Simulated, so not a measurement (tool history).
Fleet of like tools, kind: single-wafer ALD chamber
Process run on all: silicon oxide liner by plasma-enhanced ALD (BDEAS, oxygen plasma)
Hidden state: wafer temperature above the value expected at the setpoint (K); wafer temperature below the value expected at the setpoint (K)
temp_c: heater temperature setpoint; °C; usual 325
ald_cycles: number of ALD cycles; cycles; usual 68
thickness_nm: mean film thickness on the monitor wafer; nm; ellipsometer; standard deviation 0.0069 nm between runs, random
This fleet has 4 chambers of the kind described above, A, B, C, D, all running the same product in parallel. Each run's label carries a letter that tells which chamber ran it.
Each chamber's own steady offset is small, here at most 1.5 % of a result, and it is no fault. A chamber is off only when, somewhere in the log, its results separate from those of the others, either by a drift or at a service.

| run | hour | temp_c | ald_cycles | hours since the last thermocouple change | read-back reference wafer on the same gauge, thickness_nm | thickness_nm |
|---|---|---|---|---|---|---|
| 1D | 5 | 325 | 68 | 595.7 | 6.5985 | 6.076 |
| 2C | 14.4 | 325 | 68 | 67.6 | 6.5987 | 6.0608 |
| 3A | 21.3 | 325 | 68 | 2322.6 | 6.5979 | 6.0263 |
| 4B | 30.3 | 325 | 68 | 1545.8 | 6.5973 | 6.1195 |
| 5B | 40 | 325 | 68 | 1555.5 | 6.5941 | 6.1244 |
| 6D | 44.9 | 325 | 68 | 635.6 | 6.5947 | 6.0592 |
| 7C | 52.2 | 325 | 68 | 105.4 | 6.5934 | 6.0573 |
| 8A | 61.6 | 325 | 68 | 2362.9 | 6.593 | 6.0267 |
| 9D | 68.2 | 320 | 68 | 658.9 | 6.591 | 6.0953 |
| 10A | 74.2 | 320 | 68 | 2375.5 | 6.5902 | 6.0794 |
| 11C | 81.1 | 320 | 68 | 134.3 | 6.5896 | 6.0959 |
| 12B | 87 | 320 | 68 | 1602.5 | 6.5895 | 6.16 |
| 13C | 92.4 | 325 | 68 | 145.6 | 6.5879 | 6.0554 |
| 14D | 99.6 | 325 | 68 | 690.3 | 6.5901 | 6.049 |
| 15B | 104.7 | 325 | 68 | 1620.2 | 6.5878 | 6.0993 |
| 16A | 109.9 | 312 | 68 | 2411.2 | 6.5863 | 6.1307 |
| 17D | 115.4 | 312 | 68 | 706.1 | 6.5836 | 6.1613 |
| 18B | 125.4 | 312 | 68 | 1640.9 | 6.5844 | 6.2122 |
| 19A | 131.2 | 312 | 68 | 2432.5 | 6.5835 | 6.1278 |
| 20C | 140.1 | 325 | 68 | 193.3 | 6.5827 | 6.0539 |
| 21D | 148.5 | 325 | 68 | 739.2 | 6.5805 | 6.0444 |
| 22A | 156.6 | 325 | 68 | 2457.9 | 6.5807 | 6.0174 |
| 23B | 163.6 | 325 | 68 | 1679.1 | 6.5785 | 6.091 |
| 24C | 170.4 | 325 | 68 | 223.6 | 6.5802 | 6.0509 |
| 25C | 178.9 | 336 | 75 | 232.1 | 6.5777 | 6.5739 |
| 26D | 186.7 | 336 | 75 | 777.4 | 6.5753 | 6.5641 |
| 27B | 191.1 | 336 | 75 | 1706.6 | 6.5753 | 6.6209 |
| 28A | 199.6 | 336 | 75 | 2500.9 | 6.5731 | 6.5313 |
| 29D | 205.5 | 325 | 68 | 796.2 | 6.577 | 6.0315 |
|  | 207.6 | chamber A: thermocouple changed; heater temperature recalibrated |
| 30B | 215.1 | 325 | 68 | 1730.6 | 6.5733 | 6.0871 |
| 31C | 220.5 | 325 | 68 | 273.7 | 6.5695 | 6.036 |
| 32A | 225.7 | 325 | 68 | 18.2 | 6.5707 | 6.0124 |
| 33C | 234.1 | 314 | 56 | 287.3 | 6.5713 | 5.0581 |

Next, all 4 chambers run the settings below, one line each with question marks for the results. What does each chamber give?
| 34A | 241.4 | 325 | 68 |  |  | ? |
| 34B | 241.4 | 325 | 68 |  |  | ? |
| 34C | 241.4 | 325 | 68 |  |  | ? |
| 34D | 241.4 | 325 | 68 |  |  | ? |

| run | thickness_nm |
|---|---|
| 34A | 6.0275 |
| 34B | 6.0897 |
| 34C | 6.0367 |
| 34D | 6.0451 |
